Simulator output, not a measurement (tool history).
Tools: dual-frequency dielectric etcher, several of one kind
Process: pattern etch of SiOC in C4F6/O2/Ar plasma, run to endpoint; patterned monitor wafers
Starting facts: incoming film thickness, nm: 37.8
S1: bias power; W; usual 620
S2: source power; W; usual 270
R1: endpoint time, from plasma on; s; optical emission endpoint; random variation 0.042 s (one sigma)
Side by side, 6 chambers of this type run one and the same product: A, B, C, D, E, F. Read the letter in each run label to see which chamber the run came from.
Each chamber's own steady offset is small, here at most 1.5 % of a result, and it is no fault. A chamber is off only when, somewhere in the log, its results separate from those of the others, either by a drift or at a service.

run   hour   S1   S2      R1
 1A   10.3  620  270  13.499
 2E   18.9  620  270  13.501
 3F   29.8  620  270  13.608
 4D   39.0  620  270  13.517
 5B   49.2  620  270  13.573
 6C   55.5  620  300  12.895
 7A   65.9  620  300  13.001
 8C   71.6  620  300  12.866
 9F   76.7  620  300  13.160
10B   87.1  620  300  12.975
11D   96.6  620  300  12.990
12E  105.1  620  270  13.599
13A  112.2  620  270  13.524
14E  119.0  620  270  13.552
15C  124.0  620  270  13.466
     125.1  -- chamber D: wet clean of the chamber
16F  134.6  493  270  15.020
17D  140.1  493  270  14.781
18B  146.2  493  270  14.764
19F  151.2  493  270  14.950
20B  157.3  493  270  14.805
21C  162.4  493  270  14.609
22E  170.9  620  270  13.622
     172.7  -- chamber F: wet clean of the chamber
23D  177.4  620  270  13.469
24A  182.6  620  270  13.559
25F  188.6  620  270  13.704
26C  199.2  620  270  13.466
27A  204.8  620  270  13.415
     208.8  -- chamber C: source power generator calibrated
28D  213.3  620  270  13.479
29E  218.4  524  230  15.434
30B  229.4  524  230  15.275
31A  237.1  524  230  15.337
32F  246.1  524  230  15.559
33D  256.4  524  230  15.267
     258.3  -- chamber C: wet clean of the chamber
34E  263.2  524  230  15.587
35B  268.1  620  270  13.585
36C  279.3  620  300  12.893
     282.9  -- chamber A: wet clean of the chamber
37F  288.0  620  300  13.084
38A  298.7  620  300  12.996
39B  307.4  620  300  13.070
40D  314.2  620  300  12.951
41C  325.1  620  300  12.887
42E  334.3  620  300  13.350

Next, every chamber runs the same settings. What will each give?
43A  342.4  620  270   ?
43B  342.4  620  270   ?
43C  342.4  620  270   ?
43D  342.4  620  270   ?
43E  342.4  620  270   ?
43F  342.4  620  270   ?

run      R1
43A  13.524
43B  13.550
43C  13.498
43D  13.396
43E  13.884
43F  13.767
